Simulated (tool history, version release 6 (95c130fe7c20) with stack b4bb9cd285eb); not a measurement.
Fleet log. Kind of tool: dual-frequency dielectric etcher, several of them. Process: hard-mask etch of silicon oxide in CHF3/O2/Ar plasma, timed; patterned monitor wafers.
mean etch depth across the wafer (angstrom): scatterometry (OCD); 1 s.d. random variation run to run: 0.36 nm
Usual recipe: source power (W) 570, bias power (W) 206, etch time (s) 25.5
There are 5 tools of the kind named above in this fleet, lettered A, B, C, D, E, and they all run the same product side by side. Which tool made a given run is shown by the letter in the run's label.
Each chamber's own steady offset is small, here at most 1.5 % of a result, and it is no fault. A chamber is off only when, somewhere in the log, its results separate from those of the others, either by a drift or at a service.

run,day,source power (W),bias power (W),etch time (s),"read-back reference wafer on the same gauge, depth_nm",mean etch depth across the wafer (angstrom)
1C,0.421,570,206,25.5,61.293,515.28
2D,1.042,570,206,25.5,61.282,521.12
3E,1.633,570,206,25.5,61.431,525.32
4B,2.262,570,206,25.5,61.319,516.85
5A,2.904,570,206,25.5,61.329,514.99
# day 3.125: chamber A: wet clean of the chamber
6B,3.275,570,233,18.5,61.353,393.34
7E,3.742,570,233,18.5,61.311,398.71
8A,4.192,570,233,18.5,61.307,394.42
# day 4.6: chamber D: bias power generator calibrated
9D,4.796,570,233,18.5,61.393,387.25
10C,5.288,570,233,18.5,61.359,390.11
# day 5.588: chamber D: source power generator calibrated
11B,5.667,570,206,25.5,61.312,521.03
12D,6.092,570,206,25.5,61.305,516.24
13A,6.5,570,206,25.5,61.221,523.48
14C,6.9,570,206,25.5,61.248,509.14
15E,7.438,570,206,25.5,61.245,524.84
16B,7.888,570,206,25.5,61.293,514.08
17D,8.504,570,206,25.5,61.34,514.49
# day 8.946: chamber E: wet clean of the chamber
18C,9.104,570,206,25.5,61.3,507.01
19E,9.471,570,236,30.5,61.247,652.28
20A,9.888,570,236,30.5,61.258,644.61
21D,10.238,570,236,30.5,61.295,640
22E,10.717,570,236,30.5,61.283,656.21
23A,11.233,570,236,30.5,61.265,652.81
# day 11.504: chamber C: wet clean of the chamber
24B,11.608,570,188,25.5,61.347,503.47
25C,12.096,570,188,25.5,61.217,499.04
26B,12.512,570,188,25.5,61.266,502.31
27A,13.033,570,188,25.5,61.367,498.5
28E,13.575,570,188,25.5,61.3,504.07
# day 13.762: chamber B: wet clean of the chamber
29D,14.158,570,206,25.5,61.302,514.6
30C,14.467,570,206,25.5,61.296,505.69
31D,14.992,570,206,25.5,61.385,516.24
32B,15.588,570,206,25.5,61.247,519.05
33E,16.088,570,206,25.5,61.43,521.08
34C,16.567,570,206,25.5,61.392,509.92
# day 16.892: chamber D: wet clean of the chamber
35A,17.012,570,206,25.5,61.263,518.44
36A,17.617,570,206,25.5,61.315,525.53
37D,18.229,570,206,25.5,61.16,519.46
38C,18.867,570,206,25.5,61.28,509.24
39E,19.258,570,206,25.5,61.384,521.74

Read the log: is a single chamber off, either drifting away or since a service, is the gauge that measures every chamber drifting, or is nothing wrong beyond small per-chamber offsets? Name any odd chamber and what most likely caused it.

Beyond each chamber's small constant offset nothing stands out, and the gauge stays steady.
